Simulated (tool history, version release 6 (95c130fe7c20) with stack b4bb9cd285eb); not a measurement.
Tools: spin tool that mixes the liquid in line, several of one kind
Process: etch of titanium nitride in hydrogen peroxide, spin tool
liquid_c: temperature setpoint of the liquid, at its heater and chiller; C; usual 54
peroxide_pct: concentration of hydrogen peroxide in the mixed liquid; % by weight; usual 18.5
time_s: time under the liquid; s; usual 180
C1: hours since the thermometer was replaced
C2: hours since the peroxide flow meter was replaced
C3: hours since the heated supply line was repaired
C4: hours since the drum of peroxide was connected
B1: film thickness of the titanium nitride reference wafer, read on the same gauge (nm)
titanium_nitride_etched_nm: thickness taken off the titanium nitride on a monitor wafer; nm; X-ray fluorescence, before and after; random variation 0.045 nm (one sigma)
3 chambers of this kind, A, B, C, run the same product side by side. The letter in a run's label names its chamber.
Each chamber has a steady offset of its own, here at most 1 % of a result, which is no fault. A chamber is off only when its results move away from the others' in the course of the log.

At hour 4.2: chamber C: peroxide flow meter replaced.
Run 1A, hour 4.3: usual settings; C1 808.6; C2 447.6; C3 955.4; C4 31.3; B1 79.995. Result: titanium_nitride_etched_nm 8.369 nm.
Run 2C, hour 10.4: usual settings; C1 938.2; C2 6.3; C3 1074.3; C4 296.2; B1 79.981. Result: titanium_nitride_etched_nm 8.406 nm.
Run 3B, hour 13.9: usual settings; C1 88; C2 1618.2; C3 75.1; C4 1484.8; B1 80.005. Result: titanium_nitride_etched_nm 8.3902 nm.
Run 4A, hour 20.2: usual settings; C1 824.5; C2 463.5; C3 971.3; C4 47.2; B1 80.01. Result: titanium_nitride_etched_nm 8.3219 nm.
Run 5B, hour 26.2: usual settings; C1 100.3; C2 1630.5; C3 87.4; C4 1497.1; B1 79.995. Result: titanium_nitride_etched_nm 8.4106 nm.
Run 6C, hour 30.8: usual settings; C1 958.6; C2 26.7; C3 1094.7; C4 316.6; B1 80.002. Result: titanium_nitride_etched_nm 8.3973 nm.
Run 7C, hour 34.8: usual settings; C1 962.6; C2 30.7; C3 1098.7; C4 320.6; B1 79.989. Result: titanium_nitride_etched_nm 8.3918 nm.
At hour 37.5: chamber B: peroxide flow meter replaced.
Run 8A, hour 39.2: usual settings; C1 843.5; C2 482.5; C3 990.3; C4 66.2; B1 80.001. Result: titanium_nitride_etched_nm 8.3707 nm.
Run 9B, hour 42.9: usual settings; C1 117; C2 5.5; C3 104.1; C4 1513.8; B1 79.998. Result: titanium_nitride_etched_nm 8.4906 nm.
Run 10B, hour 48.1: usual settings; C1 122.2; C2 10.7; C3 109.3; C4 1519; B1 80.007. Result: titanium_nitride_etched_nm 8.46 nm.
Run 11C, hour 52: usual settings; C1 979.8; C2 47.9; C3 1115.9; C4 337.8; B1 79.978. Result: titanium_nitride_etched_nm 8.4497 nm.
Run 12A, hour 55.5: usual settings; C1 859.8; C2 498.8; C3 1006.6; C4 82.5; B1 79.975. Result: titanium_nitride_etched_nm 8.4755 nm.
Run 13C, hour 58.3: usual settings; C1 986.1; C2 54.2; C3 1122.2; C4 344.1; B1 79.947. Result: titanium_nitride_etched_nm 8.3922 nm.
Run 14B, hour 62.9: usual settings but peroxide_pct 22.5 % by weight; C1 137; C2 25.5; C3 124.1; C4 1533.8; B1 80.018. Result: titanium_nitride_etched_nm 8.8081 nm.
Run 15A, hour 68.2: usual settings but peroxide_pct 22.5 % by weight; C1 872.5; C2 511.5; C3 1019.3; C4 95.2; B1 80.034. Result: titanium_nitride_etched_nm 8.7485 nm.
Run 16C, hour 73.4: usual settings but peroxide_pct 22.5 % by weight; C1 1001.2; C2 69.3; C3 1137.3; C4 359.2; B1 80.026. Result: titanium_nitride_etched_nm 8.7757 nm.
Run 17A, hour 79.3: usual settings but time_s 95 s; C1 883.6; C2 522.6; C3 1030.4; C4 106.3; B1 80.003. Result: titanium_nitride_etched_nm 4.3978 nm.
Run 18B, hour 82.5: usual settings but time_s 95 s; C1 156.6; C2 45.1; C3 143.7; C4 1553.4; B1 79.999. Result: titanium_nitride_etched_nm 4.3709 nm.
Run 19A, hour 87.8: usual settings but time_s 95 s; C1 892.1; C2 531.1; C3 1038.9; C4 114.8; B1 80.063. Result: titanium_nitride_etched_nm 4.4429 nm.
Run 20B, hour 93.2: usual settings; C1 167.3; C2 55.8; C3 154.4; C4 1564.1; B1 80.029. Result: titanium_nitride_etched_nm 8.4188 nm.
Run 21C, hour 99: usual settings; C1 1026.8; C2 94.9; C3 1162.9; C4 384.8; B1 79.999. Result: titanium_nitride_etched_nm 8.4322 nm.
Run 22A, hour 103: usual settings; C1 907.3; C2 546.3; C3 1054.1; C4 130; B1 80.013. Result: titanium_nitride_etched_nm 8.3447 nm.
At hour 103.8: chamber B: new drum of peroxide connected.
Run 23C, hour 105.8: usual settings; C1 1033.6; C2 101.7; C3 1169.7; C4 391.6; B1 80.034. Result: titanium_nitride_etched_nm 8.3791 nm.
Run 24B, hour 108.9: usual settings; C1 183; C2 71.5; C3 170.1; C4 5.2; B1 79.992. Result: titanium_nitride_etched_nm 8.413 nm.
Run 25A, hour 112: usual settings but peroxide_pct 13.5 % by weight; C1 916.3; C2 555.3; C3 1063.1; C4 139; B1 79.978. Result: titanium_nitride_etched_nm 7.7726 nm.
Run 26B, hour 116: usual settings but peroxide_pct 13.5 % by weight; C1 190.1; C2 78.6; C3 177.2; C4 12.3; B1 80.042. Result: titanium_nitride_etched_nm 7.8531 nm.
Run 27C, hour 121.5: usual settings but peroxide_pct 13.5 % by weight; C1 1049.3; C2 117.4; C3 1185.4; C4 407.3; B1 80.001. Result: titanium_nitride_etched_nm 7.8237 nm.

Next, every chamber runs the same settings. What will each give?
Run 28A, hour 126: usual settings but peroxide_pct 21.5 % by weight. Result: titanium_nitride_etched_nm ?.
Run 28B, hour 126: usual settings but peroxide_pct 21.5 % by weight. Result: titanium_nitride_etched_nm ?.
Run 28C, hour 126: usual settings but peroxide_pct 21.5 % by weight. Result: titanium_nitride_etched_nm ?.

run  titanium_nitride_etched_nm
28A                      8.6589
28B                       8.687
28C                      8.6801
